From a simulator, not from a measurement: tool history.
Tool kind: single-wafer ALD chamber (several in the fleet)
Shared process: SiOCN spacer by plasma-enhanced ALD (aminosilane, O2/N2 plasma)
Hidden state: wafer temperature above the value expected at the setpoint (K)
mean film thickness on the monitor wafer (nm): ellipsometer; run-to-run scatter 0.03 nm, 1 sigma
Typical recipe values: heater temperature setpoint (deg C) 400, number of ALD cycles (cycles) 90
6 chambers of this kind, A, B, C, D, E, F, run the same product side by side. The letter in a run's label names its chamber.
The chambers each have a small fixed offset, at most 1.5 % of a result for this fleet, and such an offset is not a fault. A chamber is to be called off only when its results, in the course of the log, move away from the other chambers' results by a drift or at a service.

run,hour,heater temperature setpoint (deg C),number of ALD cycles (cycles),hours since the last thermocouple change,"read-back reference wafer on the same gauge, thickness_nm",mean film thickness on the monitor wafer (nm)
1C,12.5,400,90,1856.3,4.9537,5.457
2D,25.3,400,90,1468.1,4.9537,5.4366
3B,34.9,400,90,207,4.9462,5.4089
4E,46.2,400,90,323.8,4.9507,5.4343
5F,55.8,400,90,2133.9,4.9507,5.4473
6A,69.4,400,90,1219.1,4.9523,5.4316
7D,81.7,400,90,1524.5,4.9524,5.3991
8B,91.8,400,90,263.9,4.9578,5.4651
9F,100.5,400,90,2178.6,4.9522,5.4538
# hour 102.9: chamber C: thermocouple changed; heater temperature recalibrated
10E,108.3,400,90,385.9,4.9567,5.447
11A,114.4,389,90,1264.1,4.9522,5.4452
12C,124.1,389,90,21.2,4.9508,5.5082
13A,131.9,389,90,1281.6,4.9511,5.4722
14C,139.5,389,90,36.6,4.9538,5.5112
# hour 146.3: chamber D: thermocouple changed; heater temperature recalibrated
15F,148.3,389,90,2226.4,4.9517,5.4843
16D,157.4,389,90,11.2,4.9534,5.4131
17B,167.1,400,103,339.2,4.9469,6.2331
18E,177.1,400,103,454.7,4.9494,6.2164
19B,187,400,103,359.1,4.9484,6.1836
20C,199.8,400,103,96.9,4.9551,6.3066
# hour 204.7: chamber F: thermocouple changed; heater temperature recalibrated
21A,209.5,400,103,1359.2,4.9498,6.2337
22D,223,400,103,76.8,4.9475,6.1685
23F,237,400,90,32.3,4.9528,5.4729
24E,248.7,400,90,526.3,4.9586,5.3286
25A,262.2,400,90,1411.9,4.9575,5.4611
26F,269.6,400,90,64.9,4.9513,5.4642
27E,277.7,400,90,555.3,4.9547,5.3933
28B,291,400,90,463.1,4.9504,5.4424
29C,298.5,400,90,195.6,4.9443,5.5238
30D,310.3,390,90,164.1,4.9451,5.3998
31F,323.1,390,90,118.4,4.9454,5.4924
32C,335.6,390,90,232.7,4.9456,5.4477
33B,347.3,390,90,519.4,4.9513,5.4293
34E,356.1,390,90,633.7,4.9457,5.4007
35D,368.9,390,90,222.7,4.9506,5.3832
36A,376.5,400,90,1526.2,4.949,5.4532

Next, all 6 chambers run the settings below, one line each with question marks for the results. What does each chamber give?
37A,386.7,400,90,,,?
37B,386.7,400,90,,,?
37C,386.7,400,90,,,?
37D,386.7,400,90,,,?
37E,386.7,400,90,,,?
37F,386.7,400,90,,,?

run,mean film thickness on the monitor wafer (nm)
37A,5.4382
37B,5.3982
37C,5.5095
37D,5.4552
37E,5.4331
37F,5.5028
